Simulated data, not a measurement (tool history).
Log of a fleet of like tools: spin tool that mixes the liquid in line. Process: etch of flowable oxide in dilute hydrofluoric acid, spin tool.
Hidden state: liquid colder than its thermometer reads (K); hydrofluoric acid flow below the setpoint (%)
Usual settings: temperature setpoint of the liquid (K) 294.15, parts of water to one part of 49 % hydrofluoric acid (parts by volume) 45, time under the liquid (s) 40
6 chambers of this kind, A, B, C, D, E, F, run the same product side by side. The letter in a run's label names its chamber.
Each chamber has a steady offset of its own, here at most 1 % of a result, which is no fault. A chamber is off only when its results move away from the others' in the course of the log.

run,hour,temperature setpoint of the liquid (K),parts of water to one part of 49 % hydrofluoric acid (parts by volume),time under the liquid (s),hours since the thermometer was replaced,hours since the hydrofluoric acid flow meter was replaced,"read-back film thickness of the flowable oxide reference wafer, read on the same gauge (nm)",thickness taken off the flowable oxide on a monitor wafer (nm)
1E,10.8,294.15,45,40,570.3,210.0,149.96,26.818
2A,20.0,294.15,45,40,1544.7,314.2,149.99,26.836
3D,30.9,294.15,45,40,1546.3,376.1,149.98,26.810
4B,39.8,294.15,45,40,1729.6,710.6,150.05,26.854
5F,46.4,294.15,45,40,136.7,61.9,150.01,26.812
6C,57.4,294.15,45,40,201.7,560.2,150.02,26.830
7B,65.5,294.15,45,40,1755.3,736.3,149.99,26.654
8C,75.7,294.15,45,40,220.0,578.5,149.97,26.791
9A,87.6,294.15,35,40,1612.3,381.8,149.95,35.121
10D,95.2,294.15,35,40,1610.6,440.4,149.96,34.949
11F,104.0,294.15,35,40,194.3,119.5,150.03,34.763
12E,114.3,294.15,35,40,673.8,313.5,150.01,35.028
13F,124.9,294.15,35,40,215.2,140.4,150.00,35.182
# hour 129.4: chamber D: hydrofluoric acid flow meter replaced
14B,135.5,294.15,35,40,1825.3,806.3,149.97,34.487
15E,142.5,294.15,45,40,702.0,341.7,150.01,26.824
16D,154.4,294.15,45,40,1669.8,25.0,150.01,26.831
17A,160.7,294.15,45,40,1685.4,454.9,149.99,26.869
18C,171.5,294.15,45,40,315.8,674.3,150.05,26.871
19A,180.6,294.15,45,40,1705.3,474.8,149.99,26.903
20C,187.7,294.15,45,40,332.0,690.5,150.05,26.930
21D,193.5,294.15,45,40,1708.9,64.1,150.01,26.759
22B,201.9,294.15,45,40,1891.7,872.7,150.01,26.691
23E,208.1,294.15,45,40,767.6,407.3,150.03,26.857
24F,214.0,294.15,45,40,304.3,229.5,150.04,26.777
25F,225.1,294.15,45,40,315.4,240.6,149.97,26.696
26A,233.1,294.15,45,40,1757.8,527.3,150.04,26.636
27E,244.6,294.15,45,40,804.1,443.8,150.03,26.903
28C,254.6,294.15,45,40,398.9,757.4,149.97,26.786
29D,260.5,294.15,45,40,1775.9,131.1,149.99,27.004
30B,266.5,294.15,45,55,1956.3,937.3,149.95,36.732
31C,277.7,294.15,45,55,422.0,780.5,150.02,37.014
32B,284.7,294.15,45,55,1974.5,955.5,150.04,36.651
33E,290.8,294.15,45,55,850.3,490.0,149.99,36.752
34A,299.2,294.15,45,55,1823.9,593.4,150.00,36.791
35D,309.8,294.15,45,55,1825.2,180.4,149.95,36.911
36F,321.0,294.15,45,40,411.3,336.5,150.00,26.387
37B,330.8,294.15,45,40,2020.6,1001.6,149.97,26.547
38C,339.1,294.15,45,40,483.4,841.9,149.98,26.864
39A,345.6,294.15,45,40,1870.3,639.8,150.02,27.026
40F,352.3,294.15,45,40,442.6,367.8,150.06,26.382
41D,359.9,294.15,45,40,1875.3,230.5,150.02,26.806
42E,371.2,294.15,45,40,930.7,570.4,150.00,26.777

What goes on in this fleet: one chamber off, a drifting gauge, or nothing beyond the chambers' own small offsets? Name the chamber and the cause, if any.

Chamber F drifts away from the others.
Cause: liquid colder than its thermometer reads (K) = 0.546.
The log may not tell that from: hydrofluoric acid flow below the setpoint (%).

Here are 4 candidates for chamber F's next run, each the usual settings with a change, their results left as question marks. Which one brings its results back in line with what the others give on the usual settings?
In line means no further than this from the other chambers' mean on the usual settings: thickness taken off the flowable oxide on a monitor wafer (nm) 0.300
43F-1,380.1,293.65,45,40,,,,?
43F-2,380.1,295.15,45,40,,,,?
43F-3,380.1,294.65,45,40,,,,?
43F-4,380.1,293.15,45,40,,,,?

The other chambers' mean on the usual settings: thickness taken off the flowable oxide on a monitor wafer (nm) 26.792
run,thickness taken off the flowable oxide on a monitor wafer (nm)
43F-1,25.674
43F-2,27.383
43F-3,26.800
43F-4,25.121
43F-3 brings the chamber back in line.
